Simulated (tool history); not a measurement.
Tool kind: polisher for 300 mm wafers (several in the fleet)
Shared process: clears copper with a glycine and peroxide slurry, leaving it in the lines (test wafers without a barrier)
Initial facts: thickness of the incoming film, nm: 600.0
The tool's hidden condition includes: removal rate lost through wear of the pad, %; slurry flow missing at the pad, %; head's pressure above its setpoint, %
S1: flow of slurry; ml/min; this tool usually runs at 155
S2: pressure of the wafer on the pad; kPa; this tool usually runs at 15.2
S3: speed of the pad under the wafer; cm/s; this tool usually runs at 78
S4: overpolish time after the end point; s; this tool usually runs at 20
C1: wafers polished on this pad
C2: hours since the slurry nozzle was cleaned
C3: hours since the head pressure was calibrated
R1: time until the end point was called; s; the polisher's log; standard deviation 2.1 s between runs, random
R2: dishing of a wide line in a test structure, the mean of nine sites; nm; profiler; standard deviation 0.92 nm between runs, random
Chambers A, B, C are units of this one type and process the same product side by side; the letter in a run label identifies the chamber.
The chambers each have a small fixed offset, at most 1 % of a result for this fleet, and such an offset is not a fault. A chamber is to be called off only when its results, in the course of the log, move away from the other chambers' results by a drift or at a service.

run,hour,S1,S2,S3,S4,C1,C2,C3,R1,R2
1A,10.5,155,15.2,78,20,206,163.7,527.3,198.87,44.327
2B,18.7,155,15.2,78,20,355,405.5,569.5,196.31,43.338
# hour 22.1: chamber B: head pressure recalibrated
3C,28.1,155,15.2,78,20,869,112.3,42.8,200.38,42.889
4B,39.2,155,15.2,78,20,467,426.0,17.1,195.78,43.173
# hour 43.5: chamber A: head pressure recalibrated
5A,47.1,155,15.2,100,29,408,200.3,3.6,164.09,67.924
6C,57.4,155,15.2,100,29,1031,141.6,72.1,161.91,67.916
# hour 59.6: chamber B: worn pad replaced by a new one
# hour 60.5: chamber A: slurry nozzle cleaned
7C,66.3,155,15.2,100,29,1080,150.5,81.0,165.82,69.760
8B,75.2,135,12.4,78,20,86,462.0,53.1,232.32,36.780
9A,87.0,135,12.4,78,20,627,26.6,43.5,232.03,37.005
10A,93.9,135,12.4,78,20,665,33.5,50.4,235.57,37.251
11C,103.2,155,15.2,78,20,1283,187.4,117.9,197.15,45.088
12B,112.4,155,15.2,78,20,291,499.2,90.3,190.74,44.302
# hour 117.8: chamber A: worn pad replaced by a new one
13A,120.4,155,15.2,78,20,14,60.0,76.9,197.08,41.781
14B,129.9,155,15.2,78,20,387,516.7,107.8,196.17,43.541
15C,135.9,155,15.2,78,20,1463,220.1,150.6,198.38,44.025
# hour 142.9: chamber C: worn pad replaced by a new one
16C,146.7,155,15.2,78,20,21,230.9,161.4,198.75,43.252
17B,153.1,155,15.2,78,20,515,539.9,131.0,198.98,43.675
18A,161.7,155,15.2,78,20,242,101.3,118.2,194.59,45.164
19C,171.3,155,15.2,78,20,156,255.5,186.0,198.91,42.707
# hour 177.2: chamber B: worn pad replaced by a new one
20A,178.4,155,15.2,78,20,334,118.0,134.9,195.87,43.713
21B,189.9,155,20.0,68,20,70,576.7,167.8,175.41,48.821
22C,202.0,155,20.0,68,20,325,286.2,216.7,175.35,47.549
23B,213.3,155,20.0,68,20,199,600.1,191.2,176.91,47.892
24A,224.1,155,15.2,78,20,585,163.7,180.6,197.24,42.342
25C,234.4,155,15.2,78,20,504,318.6,249.1,198.67,43.330
26A,247.0,155,18.6,68,20,711,186.6,203.5,188.23,46.016

The same settings go to every chamber for the next run, one line per chamber below. Forecast the results for each:
27A,256.0,155,15.2,78,31,,,,?,?
27B,256.0,155,15.2,78,31,,,,?,?
27C,256.0,155,15.2,78,31,,,,?,?

run,R1,R2
27A,203.03,65.153
27B,195.57,64.326
27C,195.08,66.056
